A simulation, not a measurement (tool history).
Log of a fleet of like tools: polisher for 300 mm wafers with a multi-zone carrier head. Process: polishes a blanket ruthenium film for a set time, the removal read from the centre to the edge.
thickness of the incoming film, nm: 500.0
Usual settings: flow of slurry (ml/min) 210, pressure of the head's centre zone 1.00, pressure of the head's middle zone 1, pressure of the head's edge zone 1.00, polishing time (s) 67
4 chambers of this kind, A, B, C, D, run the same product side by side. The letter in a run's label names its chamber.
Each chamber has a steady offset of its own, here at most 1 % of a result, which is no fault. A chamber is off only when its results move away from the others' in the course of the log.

run   hour  flow of slurry (ml/min)  pressure of the head's centre zone  pressure of the head's middle zone  pressure of the head's edge zone  polishing time (s)  wafers polished on this pad  hours since the slurry nozzle was cleaned  hours since the centre zone pressure was calibrated  hours since the edge zone pressure was calibrated  film removed at the wafer's centre (nm)  film removed at mid-radius (nm)  film removed at the wafer's edge (nm)
 1C    7.7                      210                                1.00                                   1                              1.00                  67                          284                                      503.2                                                855.4                                              394.7                                   53.853                           53.677                                 53.025
 2D   13.5                      210                                1.00                                   1                              1.00                  67                          261                                      109.6                                                385.9                                              428.0                                   51.882                           53.428                                 52.982
      16.6  -- chamber B: centre zone pressure recalibrated
 3A   20.0                      210                                1.00                                   1                              1.00                  67                          812                                      390.4                                                419.3                                             1072.5                                   53.086                           53.701                                 54.058
 4B   29.4                      210                                1.00                                   1                              1.00                  67                          445                                       49.4                                                 12.8                                              188.0                                   53.959                           53.554                                 54.274
      33.5  -- chamber A: worn pad replaced by a new one
 5C   35.4                      210                                1.00                                   1                              1.00                  67                          513                                      530.9                                                883.1                                              422.4                                   54.247                           53.938                                 53.282
 6D   41.6                      210                                0.91                                   1                              1.00                  80                          494                                      137.7                                                414.0                                              456.1                                   57.827                           63.510                                 64.947
 7B   49.7                      210                                0.91                                   1                              1.00                  80                          613                                       69.7                                                 33.1                                              208.3                                   58.030                           63.825                                 63.469
 8A   57.5                      210                                0.91                                   1                              1.00                  80                          199                                      427.9                                                456.8                                             1110.0                                   56.737                           64.170                                 63.458
      63.6  -- chamber A: edge zone pressure recalibrated
 9C   66.8                      210                                0.91                                   1                              1.00                  80                          773                                      562.3                                                914.5                                              453.8                                   58.451                           63.764                                 63.851
      75.2  -- chamber C: worn pad replaced by a new one
10D   76.5                      210                                1.06                                   1                              1.00                  67                          782                                      172.6                                                448.9                                              491.0                                   56.126                           52.809                                 54.018
11A   80.8                      210                                1.06                                   1                              1.00                  67                          391                                      451.2                                                480.1                                               17.2                                   56.731                           53.803                                 53.454
12B   85.3                      210                                1.06                                   1                              1.00                  67                          908                                      105.3                                                 68.7                                              243.9                                   58.029                           54.013                                 53.413
13A   92.7                      210                                1.06                                   1                              1.00                  67                          490                                      463.1                                                492.0                                               29.1                                   57.614                           53.670                                 53.997
14C  100.5                      210                                1.00                                   1                              1.00                  67                          210                                      596.0                                                948.2                                              487.5                                   53.454                           53.926                                 54.077
15D  106.7                      210                                1.00                                   1                              1.00                  67                         1032                                      202.8                                                479.1                                              521.2                                   54.081                           53.782                                 53.057
     110.9  -- chamber B: worn pad replaced by a new one
16B  114.5                      210                                1.00                                   1                              1.00                  67                           30                                      134.5                                                 97.9                                              273.1                                   53.383                           53.532                                 52.290
17A  120.1                      210                                1.00                                   1                              1.00                  67                          716                                      490.5                                                519.4                                               56.5                                   52.849                           53.264                                 54.687
18B  126.3                      210                                1.00                                   1                              1.00                  67                          127                                      146.3                                                109.7                                              284.9                                   53.845                           53.281                                 52.567
19D  130.7                      210                                1.00                                   1                              1.00                  67                         1231                                      226.8                                                503.1                                              545.2                                   53.338                           53.228                                 53.648
20C  137.4                      210                                1.00                                   1                              1.00                  67                          515                                      632.9                                                985.1                                              524.4                                   52.971                           54.093                                 52.461
     142.5  -- chamber D: worn pad replaced by a new one
21B  143.5                      210                                1.00                                   1                              1.00                  67                          270                                      163.5                                                126.9                                              302.1                                   53.427                           53.345                                 53.583
     149.9  -- chamber A: worn pad replaced by a new one
     151.0  -- chamber D: edge zone pressure recalibrated
22A  151.4                      210                                1.00                                   1                              1.00                  67                           12                                      521.8                                                550.7                                               87.8                                   53.180                           53.603                                 53.249
     152.2  -- chamber C: worn pad replaced by a new one
     156.5  -- chamber C: edge zone pressure recalibrated
23D  157.6                      185                                1.00                                   1                              0.92                  67                          125                                      253.7                                                530.0                                                6.7                                   52.035                           52.177                                 50.358
24C  166.3                      185                                1.00                                   1                              0.92                  67                          117                                      661.8                                               1014.0                                                9.9                                   52.944                           52.694                                 50.186
25A  175.3                      185                                1.00                                   1                              0.92                  67                          210                                      545.7                                                574.6                                              111.7                                   52.055                           53.054                                 50.758
26C  183.2                      185                                1.00                                   1                              0.92                  67                          256                                      678.7                                               1030.9                                               26.8                                   51.776                           52.000                                 50.866
27B  188.8                      210                                1.00                                   1                              1.00                  67                          644                                      208.8                                                172.2                                              347.4                                   54.026                           53.332                                 53.074
28D  193.2                      210                                1.00                                   1                              1.00                  67                          419                                      289.3                                                565.6                                               42.3                                   53.125                           53.156                                 53.806
29B  200.3                      210                                1.00                                   1                              1.00                  67                          739                                      220.3                                                183.7                                              358.9                                   53.369                           53.331                                 53.936
30D  210.0                      210                                1.00                                   1                              1.00                  67                          558                                      306.1                                                582.4                                               59.1                                   53.810                           52.943                                 53.525
31A  217.0                      210                                1.11                                   1                              0.90                  67                          555                                      587.4                                                616.3                                              153.4                                   59.964                           53.809                                 50.299
32C  222.3                      210                                1.11                                   1                              0.90                  67                          580                                      717.8                                               1070.0                                               65.9                                   58.863                           53.377                                 50.695

What goes on in this fleet: one chamber off, a drifting gauge, or nothing beyond the chambers' own small offsets? Name the chamber and the cause, if any.

No chamber stands off beyond its own small offset, and the gauge holds steady.
